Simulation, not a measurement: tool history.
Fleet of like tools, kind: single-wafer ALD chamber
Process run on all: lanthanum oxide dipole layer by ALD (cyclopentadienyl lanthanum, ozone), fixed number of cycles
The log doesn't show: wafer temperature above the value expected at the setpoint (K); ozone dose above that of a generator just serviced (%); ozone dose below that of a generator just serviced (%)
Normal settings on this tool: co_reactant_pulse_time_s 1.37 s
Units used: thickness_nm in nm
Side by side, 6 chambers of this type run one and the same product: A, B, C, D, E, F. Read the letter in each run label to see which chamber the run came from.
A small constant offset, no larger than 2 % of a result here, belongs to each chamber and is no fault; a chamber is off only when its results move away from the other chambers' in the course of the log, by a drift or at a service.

run	hour	co_reactant_pulse_time_s	hours since the last thermocouple change	hours since the last ozone generator service	read-back reference wafer on the same gauge, thickness_nm	thickness_nm
1A	9.8	1.37	483.7	978.1	0.54815	0.53533
2B	18.8	1.37	744.3	492.0	0.54814	0.53956
3F	28.1	1.37	313.2	1971.9	0.54822	0.53822
4D	34.6	1.37	348.6	1301.7	0.54825	0.53133
5E	43.1	1.37	1197.5	575.6	0.54835	0.53951
6C	49.4	1.37	1483.1	1114.9	0.54840	0.54649
7E	56.3	1.37	1210.7	588.8	0.54835	0.54000
8B	64.0	1.37	789.5	537.2	0.54849	0.53781
9F	74.3	1.37	359.4	2018.1	0.54851	0.53759
10D	78.8	1.37	392.8	1345.9	0.54862	0.53250
11A	84.1	1.37	558.0	1052.4	0.54862	0.53663
12C	91.9	1.37	1525.6	1157.4	0.54851	0.54746
13B	100.4	0.92	825.9	573.6	0.54885	0.48228
14C	106.7	0.92	1540.4	1172.2	0.54869	0.49356
15D	112.4	0.92	426.4	1379.5	0.54883	0.47568
16A	121.5	0.92	595.4	1089.8	0.54896	0.48351
17E	126.0	0.92	1280.4	658.5	0.54890	0.48327
18F	134.8	0.92	419.9	2078.6	0.54896	0.48524
19C	140.3	1.06	1574.0	1205.8	0.54902	0.51509
20E	145.2	1.06	1299.6	677.7	0.54910	0.50639
# hour 146.0: chamber C: ozone generator serviced
21A	151.3	1.06	625.2	1119.6	0.54909	0.50537
22B	157.2	1.06	882.7	630.4	0.54905	0.50627
23F	167.0	1.06	452.1	2110.8	0.54930	0.50818
24D	174.0	1.06	488.0	1441.1	0.54930	0.50047
25C	179.6	1.37	1613.3	33.6	0.54922	0.54809
26E	187.4	1.37	1341.8	719.9	0.54930	0.54069
27F	193.2	1.37	478.3	2137.0	0.54933	0.53796
28D	202.3	1.37	516.3	1469.4	0.54953	0.53268
29B	210.7	1.37	936.2	683.9	0.54970	0.54073
30A	216.9	1.37	690.8	1185.2	0.54945	0.53803
31A	224.1	1.37	698.0	1192.4	0.54968	0.53807
32F	232.2	1.37	517.3	2176.0	0.54977	0.53913
33D	237.1	1.63	551.1	1504.2	0.54960	0.54892
34B	246.7	1.63	972.2	719.9	0.54973	0.55534
35C	253.7	1.63	1687.4	107.7	0.54983	0.56420
36E	263.7	1.63	1418.1	796.2	0.54989	0.55818
# hour 267.9: chamber A: ozone generator serviced
37A	268.7	1.63	742.6	0.8	0.55013	0.55288
38E	277.2	1.63	1431.6	809.7	0.55009	0.55552
39D	287.2	1.37	601.2	1554.3	0.55018	0.53360
# hour 295.6: chamber F: ozone generator serviced
40F	296.9	1.37	582.0	1.3	0.55021	0.53881
41B	303.6	1.37	1029.1	776.8	0.55035	0.54000
42C	309.6	1.37	1743.3	163.6	0.55017	0.54779

For the next run the whole fleet of 6 chambers uses the same settings. Give each chamber's results:
43A	317.1	0.92				?
43B	317.1	0.92				?
43C	317.1	0.92				?
43D	317.1	0.92				?
43E	317.1	0.92				?
43F	317.1	0.92				?

run	thickness_nm
43A	0.48425
43B	0.48353
43C	0.49336
43D	0.47747
43E	0.48411
43F	0.48679
